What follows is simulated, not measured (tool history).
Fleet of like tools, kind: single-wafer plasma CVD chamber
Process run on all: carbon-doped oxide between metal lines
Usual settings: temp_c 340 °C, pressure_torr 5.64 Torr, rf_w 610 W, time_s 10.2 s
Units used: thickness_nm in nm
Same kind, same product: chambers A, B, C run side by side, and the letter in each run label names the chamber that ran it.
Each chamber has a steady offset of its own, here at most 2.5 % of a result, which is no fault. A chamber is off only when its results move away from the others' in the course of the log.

run	hour	temp_c	pressure_torr	rf_w	time_s	read-back reference wafer on the same gauge, thickness_nm	thickness_nm
1B	8.0	340	5.64	610	10.2	70.872	63.151
2C	21.7	340	5.64	610	10.2	70.886	62.568
3A	31.1	340	5.64	610	10.2	70.877	64.024
4C	42.9	340	5.64	610	10.2	70.821	62.560
5B	57.1	340	5.64	610	10.2	70.819	62.982
6A	69.3	340	5.64	610	10.2	70.796	64.148
7C	81.0	340	5.64	525	10.2	70.777	56.960
8B	95.5	340	5.64	525	10.2	70.768	57.695
9A	103.1	340	5.64	525	10.2	70.740	58.082
10A	118.7	340	5.64	610	10.2	70.748	63.817
11B	130.4	340	5.64	610	10.2	70.735	63.192
12C	140.3	340	5.64	665	10.2	70.730	66.000
13C	152.1	340	5.64	665	10.2	70.673	65.733
14B	161.5	340	5.64	665	10.2	70.660	66.478
# hour 168.4: chamber B: capacitance manometer re-zeroed and calibrated
15A	171.8	340	5.64	610	10.2	70.675	63.674
16C	180.3	340	5.64	610	10.2	70.614	62.383
17A	193.5	340	5.64	610	10.2	70.637	63.617
# hour 200.4: chamber A: thermocouple changed; heater temperature recalibrated
18B	203.9	340	5.64	610	10.2	70.626	63.150
# hour 216.9: chamber C: capacitance manometer re-zeroed and calibrated
19A	219.0	340	5.64	610	10.2	70.610	63.894
20B	234.1	345	5.64	610	10.2	70.565	61.963
21C	247.7	345	5.64	610	10.2	70.552	61.186
22A	262.9	345	5.64	610	10.2	70.536	62.777
# hour 266.3: chamber A: RF generator calibrated
23C	272.4	340	5.08	520	10.2	70.501	55.424
24B	281.5	340	5.08	520	10.2	70.503	56.299
25C	289.9	340	5.08	520	10.2	70.498	55.478
26B	303.3	340	5.64	535	10.2	70.453	57.849
27A	319.0	340	5.64	535	10.2	70.456	58.499

Has any chamber moved away from the others, gradually or after a service, or does the common gauge drift, or do the chambers differ only by their own small steady offsets? State the chamber and the most likely cause if one applies.

The shared gauge is drifting. All chambers look as if they move in step, but none is off.
Cause: gauge reads low (%) = 0.671.
